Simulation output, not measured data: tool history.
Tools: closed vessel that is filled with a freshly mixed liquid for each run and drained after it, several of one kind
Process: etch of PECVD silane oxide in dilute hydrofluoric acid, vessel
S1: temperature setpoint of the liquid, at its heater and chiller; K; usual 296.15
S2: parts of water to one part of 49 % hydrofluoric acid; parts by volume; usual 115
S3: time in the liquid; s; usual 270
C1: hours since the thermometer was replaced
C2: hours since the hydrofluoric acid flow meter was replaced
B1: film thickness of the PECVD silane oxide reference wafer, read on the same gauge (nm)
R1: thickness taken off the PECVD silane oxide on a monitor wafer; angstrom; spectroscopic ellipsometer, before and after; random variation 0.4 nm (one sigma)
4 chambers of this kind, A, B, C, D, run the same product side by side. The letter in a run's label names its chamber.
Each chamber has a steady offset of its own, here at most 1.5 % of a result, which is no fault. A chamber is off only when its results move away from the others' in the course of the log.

{"run": "1B", "hour": 10.3, "S1": 296.15, "S2": 115, "S3": 270, "C1": 157.6, "C2": 441.5, "B1": 89.978, "R1": 540.78}
{"run": "2D", "hour": 24.0, "S1": 296.15, "S2": 115, "S3": 270, "C1": 165.1, "C2": 785.4, "B1": 90.016, "R1": 538.38}
{"run": "3C", "hour": 35.2, "S1": 296.15, "S2": 115, "S3": 270, "C1": 1348.6, "C2": 411.5, "B1": 90, "R1": 529.57}
{"run": "4A", "hour": 50.0, "S1": 296.15, "S2": 115, "S3": 270, "C1": 1097.2, "C2": 1550.4, "B1": 90.028, "R1": 527.53}
{"run": "5C", "hour": 59.6, "S1": 296.15, "S2": 85, "S3": 335, "C1": 1373, "C2": 435.9, "B1": 89.947, "R1": 930.38}
{"run": "6D", "hour": 72.2, "S1": 296.15, "S2": 85, "S3": 335, "C1": 213.3, "C2": 833.6, "B1": 89.97, "R1": 934.29}
{"run": "7A", "hour": 81.6, "S1": 296.15, "S2": 85, "S3": 335, "C1": 1128.8, "C2": 1582, "B1": 90.006, "R1": 909.99}
{"run": "8B", "hour": 92.8, "S1": 296.15, "S2": 85, "S3": 335, "C1": 240.1, "C2": 524, "B1": 89.953, "R1": 943.96}
{"run": "9B", "hour": 100.4, "S1": 296.15, "S2": 115, "S3": 270, "C1": 247.7, "C2": 531.6, "B1": 89.997, "R1": 534.84}
{"run": "10D", "hour": 109.9, "S1": 296.15, "S2": 115, "S3": 270, "C1": 251, "C2": 871.3, "B1": 89.978, "R1": 531.46}
{"run": "11A", "hour": 119.6, "S1": 296.15, "S2": 115, "S3": 270, "C1": 1166.8, "C2": 1620, "B1": 90.02, "R1": 523.95}
{"run": "12C", "hour": 126.5, "S1": 296.15, "S2": 115, "S3": 270, "C1": 1439.9, "C2": 502.8, "B1": 89.992, "R1": 533.75}
{"run": "13A", "hour": 140.2, "S1": 296.15, "S2": 115, "S3": 270, "C1": 1187.4, "C2": 1640.6, "B1": 89.969, "R1": 521.5}
{"run": "14B", "hour": 154.2, "S1": 296.15, "S2": 115, "S3": 270, "C1": 301.5, "C2": 585.4, "B1": 89.992, "R1": 529.7}
{"run": "15C", "hour": 169.2, "S1": 296.15, "S2": 115, "S3": 270, "C1": 1482.6, "C2": 545.5, "B1": 89.993, "R1": 530.33}
{"run": "16D", "hour": 182.7, "S1": 296.15, "S2": 115, "S3": 270, "C1": 323.8, "C2": 944.1, "B1": 89.995, "R1": 521.84}
{"run": "17A", "hour": 198.2, "S1": 296.15, "S2": 115, "S3": 270, "C1": 1245.4, "C2": 1698.6, "B1": 90, "R1": 514.9}
{"run": "18B", "hour": 210.5, "S1": 296.15, "S2": 115, "S3": 270, "C1": 357.8, "C2": 641.7, "B1": 89.965, "R1": 541.74}
{"run": "19D", "hour": 224.3, "S1": 296.15, "S2": 115, "S3": 270, "C1": 365.4, "C2": 985.7, "B1": 89.988, "R1": 526.72}
{"run": "20C", "hour": 234.5, "S1": 296.15, "S2": 115, "S3": 270, "C1": 1547.9, "C2": 610.8, "B1": 89.982, "R1": 535.66}
{"run": "21A", "hour": 247.8, "S1": 296.15, "S2": 115, "S3": 270, "C1": 1295, "C2": 1748.2, "B1": 90.029, "R1": 508.76}
{"run": "22B", "hour": 256.6, "S1": 296.15, "S2": 115, "S3": 270, "C1": 403.9, "C2": 687.8, "B1": 90.036, "R1": 534.82}
{"run": "23D", "hour": 266.3, "S1": 296.15, "S2": 115, "S3": 270, "C1": 407.4, "C2": 1027.7, "B1": 90.005, "R1": 527.07}
{"run": "24C", "hour": 280.5, "S1": 296.15, "S2": 115, "S3": 375, "C1": 1593.9, "C2": 656.8, "B1": 89.993, "R1": 727.13}
{"run": "25C", "hour": 293.0, "S1": 296.15, "S2": 115, "S3": 375, "C1": 1606.4, "C2": 669.3, "B1": 89.995, "R1": 735.38}
{"run": "26D", "hour": 308.6, "S1": 296.15, "S2": 115, "S3": 375, "C1": 449.7, "C2": 1070, "B1": 90.029, "R1": 735.7}
{"run": "27B", "hour": 321.5, "S1": 296.15, "S2": 115, "S3": 375, "C1": 468.8, "C2": 752.7, "B1": 89.991, "R1": 756.8}
{"run": "28A", "hour": 332.6, "S1": 296.15, "S2": 115, "S3": 270, "C1": 1379.8, "C2": 1833, "B1": 89.997, "R1": 505.42}
{"run": "29A", "hour": 342.1, "S1": 296.15, "S2": 115, "S3": 270, "C1": 1389.3, "C2": 1842.5, "B1": 89.992, "R1": 501.21}
{"run": "30B", "hour": 351.9, "S1": 296.15, "S2": 115, "S3": 270, "C1": 499.2, "C2": 783.1, "B1": 89.982, "R1": 532.23}
{"run": "31C", "hour": 363.3, "S1": 296.15, "S2": 115, "S3": 270, "C1": 1676.7, "C2": 739.6, "B1": 90.011, "R1": 526.55}
{"run": "32D", "hour": 377.5, "S1": 296.15, "S2": 115, "S3": 270, "C1": 518.6, "C2": 1138.9, "B1": 90.014, "R1": 528.63}
{"run": "33B", "hour": 389.9, "S1": 296.15, "S2": 135, "S3": 270, "C1": 537.2, "C2": 821.1, "B1": 89.989, "R1": 450.73}
{"run": "34C", "hour": 396.9, "S1": 296.15, "S2": 135, "S3": 270, "C1": 1710.3, "C2": 773.2, "B1": 90.033, "R1": 439.73}
{"run": "35D", "hour": 406.0, "S1": 296.15, "S2": 135, "S3": 270, "C1": 547.1, "C2": 1167.4, "B1": 90.038, "R1": 443.97}
{"run": "36A", "hour": 417.0, "S1": 296.15, "S2": 135, "S3": 270, "C1": 1464.2, "C2": 1917.4, "B1": 89.992, "R1": 410.27}
{"run": "37A", "hour": 426.1, "S1": 296.15, "S2": 115, "S3": 270, "C1": 1473.3, "C2": 1926.5, "B1": 89.979, "R1": 488.44}
{"hour": 427.6, "done": "chamber D: hydrofluoric acid flow meter replaced"}
{"run": "38C", "hour": 435.8, "S1": 296.15, "S2": 115, "S3": 270, "C1": 1749.2, "C2": 812.1, "B1": 89.995, "R1": 528.35}
{"run": "39D", "hour": 449.3, "S1": 296.15, "S2": 150, "S3": 270, "C1": 590.4, "C2": 21.7, "B1": 89.966, "R1": 390.31}
{"hour": 453.5, "done": "chamber A: hydrofluoric acid flow meter replaced"}
{"run": "40B", "hour": 461.2, "S1": 296.15, "S2": 150, "S3": 270, "C1": 608.5, "C2": 892.4, "B1": 89.995, "R1": 388.92}
{"run": "41A", "hour": 474.3, "S1": 296.15, "S2": 150, "S3": 270, "C1": 1521.5, "C2": 20.8, "B1": 90.006, "R1": 363.45}
{"run": "42D", "hour": 483.3, "S1": 296.15, "S2": 150, "S3": 270, "C1": 624.4, "C2": 55.7, "B1": 90.01, "R1": 387.98}

All 4 chambers run these settings next. Forecast each chamber's results:
{"run": "43A", "hour": 494.5, "S1": 296.15, "S2": 115, "S3": 270, "R1": "?"}
{"run": "43B", "hour": 494.5, "S1": 296.15, "S2": 115, "S3": 270, "R1": "?"}
{"run": "43C", "hour": 494.5, "S1": 296.15, "S2": 115, "S3": 270, "R1": "?"}
{"run": "43D", "hour": 494.5, "S1": 296.15, "S2": 115, "S3": 270, "R1": "?"}

run=43A R1=481.46
run=43B R1=530.26
run=43C R1=534.42
run=43D R1=529.86
